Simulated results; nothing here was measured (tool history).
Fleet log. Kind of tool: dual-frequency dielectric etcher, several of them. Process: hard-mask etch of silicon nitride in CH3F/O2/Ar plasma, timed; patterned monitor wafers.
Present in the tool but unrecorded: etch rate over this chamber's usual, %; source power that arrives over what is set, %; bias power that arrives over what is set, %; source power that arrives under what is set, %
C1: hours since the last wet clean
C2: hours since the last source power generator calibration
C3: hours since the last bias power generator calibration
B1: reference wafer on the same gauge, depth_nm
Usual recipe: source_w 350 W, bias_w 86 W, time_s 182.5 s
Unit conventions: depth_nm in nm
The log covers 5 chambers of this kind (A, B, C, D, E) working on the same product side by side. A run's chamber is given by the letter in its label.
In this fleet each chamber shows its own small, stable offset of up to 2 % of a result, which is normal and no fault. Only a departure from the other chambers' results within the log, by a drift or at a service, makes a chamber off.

Run 1B, hour 8.8: usual settings; C1 438.5; C2 2683.6; C3 3941.1; B1 122.07. Result: depth_nm 127.69 nm.
Run 2A, hour 19.4: usual settings; C1 25.9; C2 2436.9; C3 53.7; B1 121.91. Result: depth_nm 131.32 nm.
Run 3D, hour 24.8: usual settings; C1 199.1; C2 1478.8; C3 2964; B1 122.07. Result: depth_nm 129.11 nm.
Run 4E, hour 36.3: usual settings; C1 74.7; C2 2270.9; C3 2899; B1 122.15. Result: depth_nm 129.21 nm.
Run 5C, hour 44.9: usual settings; C1 295.7; C2 236.1; C3 1608.7; B1 121.95. Result: depth_nm 130.46 nm.
Run 6C, hour 51.2: usual settings; C1 302; C2 242.4; C3 1615; B1 121.92. Result: depth_nm 129.25 nm.
Run 7D, hour 58.5: usual settings; C1 232.8; C2 1512.5; C3 2997.7; B1 121.95. Result: depth_nm 130.56 nm.
Run 8E, hour 67.4: usual settings; C1 105.8; C2 2302; C3 2930.1; B1 121.89. Result: depth_nm 131.13 nm.
Run 9A, hour 72.8: usual settings; C1 79.3; C2 2490.3; C3 107.1; B1 122.16. Result: depth_nm 133.01 nm.
Run 10B, hour 80.5: usual settings; C1 510.2; C2 2755.3; C3 4012.8; B1 122.07. Result: depth_nm 129.89 nm.
At hour 85.7: chamber B: bias power generator calibrated.
Run 11E, hour 88.5: usual settings; C1 126.9; C2 2323.1; C3 2951.2; B1 121.97. Result: depth_nm 129.72 nm.
Run 12D, hour 99.1: usual settings; C1 273.4; C2 1553.1; C3 3038.3; B1 121.87. Result: depth_nm 129.59 nm.
Run 13B, hour 109.4: usual settings; C1 539.1; C2 2784.2; C3 23.8; B1 121.99. Result: depth_nm 127.44 nm.
At hour 114.7: chamber B: wet clean of the chamber.
Run 14A, hour 117.3: usual settings; C1 123.8; C2 2534.8; C3 151.6; B1 121.95. Result: depth_nm 132.75 nm.
Run 15C, hour 127.3: usual settings; C1 378.1; C2 318.5; C3 1691.1; B1 121.83. Result: depth_nm 129.75 nm.
Run 16D, hour 135.9: usual settings; C1 310.2; C2 1589.9; C3 3075.1; B1 122.04. Result: depth_nm 128.18 nm.
Run 17A, hour 142.2: usual settings; C1 148.7; C2 2559.7; C3 176.5; B1 121.98. Result: depth_nm 130.62 nm.
Run 18C, hour 153.5: usual settings; C1 404.3; C2 344.7; C3 1717.3; B1 121.93. Result: depth_nm 131.11 nm.
Run 19B, hour 164.9: usual settings; C1 50.2; C2 2839.7; C3 79.3; B1 121.94. Result: depth_nm 128.56 nm.
Run 20E, hour 176.3: usual settings but bias_w 78 W, time_s 141 s; C1 214.7; C2 2410.9; C3 3039; B1 122.13. Result: depth_nm 95.849 nm.
Run 21C, hour 181.6: usual settings but bias_w 78 W, time_s 141 s; C1 432.4; C2 372.8; C3 1745.4; B1 121.99. Result: depth_nm 98.016 nm.
At hour 182.7: chamber D: wet clean of the chamber.
Run 22E, hour 188.3: usual settings but bias_w 78 W, time_s 141 s; C1 226.7; C2 2422.9; C3 3051; B1 121.99. Result: depth_nm 97.049 nm.
Run 23B, hour 199.9: usual settings but bias_w 78 W, time_s 141 s; C1 85.2; C2 2874.7; C3 114.3; B1 121.94. Result: depth_nm 96.911 nm.
Run 24A, hour 207.8: usual settings but bias_w 78 W, time_s 141 s; C1 214.3; C2 2625.3; C3 242.1; B1 121.97. Result: depth_nm 96.857 nm.
Run 25D, hour 215.9: usual settings; C1 33.3; C2 1669.9; C3 3155.1; B1 121.74. Result: depth_nm 129.73 nm.
Run 26B, hour 223.9: usual settings; C1 109.2; C2 2898.7; C3 138.3; B1 122.03. Result: depth_nm 127.77 nm.
Run 27C, hour 235.4: usual settings; C1 486.2; C2 426.6; C3 1799.2; B1 121.88. Result: depth_nm 132.18 nm.
Run 28A, hour 246.4: usual settings; C1 252.9; C2 2663.9; C3 280.7; B1 121.97. Result: depth_nm 131.81 nm.
Run 29E, hour 255.7: usual settings; C1 294.1; C2 2490.3; C3 3118.4; B1 122.05. Result: depth_nm 129.72 nm.
Run 30D, hour 266.9: usual settings; C1 84.3; C2 1720.9; C3 3206.1; B1 121.98. Result: depth_nm 128.45 nm.
Run 31E, hour 276: usual settings; C1 314.4; C2 2510.6; C3 3138.7; B1 121.99. Result: depth_nm 128.72 nm.
Run 32C, hour 286.9: usual settings; C1 537.7; C2 478.1; C3 1850.7; B1 121.86. Result: depth_nm 134.43 nm.
Run 33A, hour 297.1: usual settings; C1 303.6; C2 2714.6; C3 331.4; B1 122.06. Result: depth_nm 130.64 nm.
Run 34B, hour 305.9: usual settings; C1 191.2; C2 2980.7; C3 220.3; B1 122.02. Result: depth_nm 129.46 nm.
Run 35D, hour 315.8: usual settings; C1 133.2; C2 1769.8; C3 3255; B1 122.04. Result: depth_nm 127.8 nm.
Run 36D, hour 322.4: usual settings; C1 139.8; C2 1776.4; C3 3261.6; B1 121.99. Result: depth_nm 128.05 nm.
Run 37A, hour 334: usual settings; C1 340.5; C2 2751.5; C3 368.3; B1 122. Result: depth_nm 131.23 nm.
Run 38E, hour 343.5: usual settings; C1 381.9; C2 2578.1; C3 3206.2; B1 122.15. Result: depth_nm 129.34 nm.
Run 39B, hour 354.9: usual settings; C1 240.2; C2 3029.7; C3 269.3; B1 122.16. Result: depth_nm 129.1 nm.
Run 40C, hour 364.6: usual settings; C1 615.4; C2 555.8; C3 1928.4; B1 122.03. Result: depth_nm 135.41 nm.
Run 41C, hour 372.6: usual settings but bias_w 69 W; C1 623.4; C2 563.8; C3 1936.4; B1 121.94. Result: depth_nm 127.12 nm.

Which is it: a chamber that has drifted or been left off by a service, a gauge drift common to all chambers, or only each chamber's usual small offset? If a chamber is off, name it and its likeliest cause.

Little by little, chamber C moves away from the other chambers.
Likeliest cause: etch rate over this chamber's usual, % = 5.26.

Chamber C could run next with any of the 4 candidate recipes listed below; each alters the usual settings, and their results appear as question marks. Which one brings its results back in line with what the other chambers deliver on the usual settings?
In line here means within this much of the mean the other chambers give on the usual settings: depth_nm 2.7 nm
Run 42C-1, hour 381: usual settings but time_s 184.5 s. Result: depth_nm ?.
Run 42C-2, hour 381: usual settings but time_s 192 s. Result: depth_nm ?.
Run 42C-3, hour 381: usual settings but source_w 340 W. Result: depth_nm ?.
Run 42C-4, hour 381: usual settings but time_s 173 s. Result: depth_nm ?.

What the other chambers average on the usual settings: depth_nm 129.83 nm
  run  depth_nm
42C-1    138.05
42C-2    143.66
42C-3    135.08
42C-4    129.45
With 42C-4, the chamber falls back in line with the rest.
